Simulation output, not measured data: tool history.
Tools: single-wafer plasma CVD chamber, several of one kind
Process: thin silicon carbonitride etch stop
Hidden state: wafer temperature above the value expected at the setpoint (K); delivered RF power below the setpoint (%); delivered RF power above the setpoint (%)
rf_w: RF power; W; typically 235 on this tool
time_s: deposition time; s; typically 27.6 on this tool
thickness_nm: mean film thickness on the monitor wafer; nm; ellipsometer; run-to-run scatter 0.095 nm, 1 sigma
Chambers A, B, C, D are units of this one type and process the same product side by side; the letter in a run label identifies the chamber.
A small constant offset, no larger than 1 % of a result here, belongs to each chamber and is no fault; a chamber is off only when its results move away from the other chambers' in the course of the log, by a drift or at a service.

run	hour	rf_w	time_s	hours since the last thermocouple change	hours since the last RF generator calibration	read-back reference wafer on the same gauge, thickness_nm	thickness_nm
1B	5.8	235	27.6	1732.9	1359.4	14.296	16.357
2C	11.8	235	27.6	2225.8	798	14.291	16.595
3D	18.5	235	27.6	177.6	1151.1	14.299	16.517
4A	25.5	235	27.6	385.5	751.3	14.307	16.419
5D	31.6	235	27.6	190.7	1164.2	14.308	16.537
6B	34.7	275	27.6	1761.8	1388.3	14.302	17.299
7C	41.4	275	27.6	2255.4	827.6	14.308	17.14
8A	47.4	275	27.6	407.4	773.2	14.329	17.083
9C	53.8	275	27.6	2267.8	840	14.3	17.253
10B	60.8	235	27.6	1787.9	1414.4	14.296	16.363
11D	65.5	235	27.6	224.6	1198.1	14.313	16.485
12A	69.3	235	27.6	429.3	795.1	14.287	16.542
13B	75.8	235	27.6	1802.9	1429.4	14.302	16.398
14D	80.1	235	27.6	239.2	1212.7	14.288	16.746
15C	84.5	235	27.6	2298.5	870.7	14.304	16.635
16A	88.9	235	27.6	448.9	814.7	14.291	16.437
17C	93.4	235	27.6	2307.4	879.6	14.289	16.61
18D	99.1	235	27.6	258.2	1231.7	14.282	16.632
19B	104.2	235	27.6	1831.3	1457.8	14.308	16.446
20A	108.8	210	27.6	468.8	834.6	14.301	15.828
21D	114.7	210	27.6	273.8	1247.3	14.285	16.079
22B	120.6	210	27.6	1847.7	1474.2	14.312	15.998
23A	127	210	27.6	487	852.8	14.29	15.911
24C	131.8	235	27.6	2345.8	918	14.3	16.533
25B	136.4	235	27.6	1863.5	1490	14.3	16.475
26A	142.7	235	27.6	502.7	868.5	14.308	16.268
27C	148.8	235	27.6	2362.8	935	14.307	16.539
28D	152.7	235	27.6	311.8	1285.3	14.303	16.645
29B	156.6	235	27.6	1883.7	1510.2	14.289	16.565
30D	163.4	235	27.6	322.5	1296	14.311	16.487
31A	167.1	235	27.6	527.1	892.9	14.284	16.331
32C	171.8	210	32.7	2385.8	958	14.296	18.963
33C	178.4	210	32.7	2392.4	964.6	14.281	19.005
34A	182.5	210	32.7	542.5	908.3	14.291	18.776

Read the log: is a single chamber off, either drifting away or since a service, is the gauge that measures every chamber drifting, or is nothing wrong beyond small per-chamber offsets? Name any odd chamber and what most likely caused it.

The fleet is healthy, with each chamber sitting at its usual small offset and no drift in the gauge.
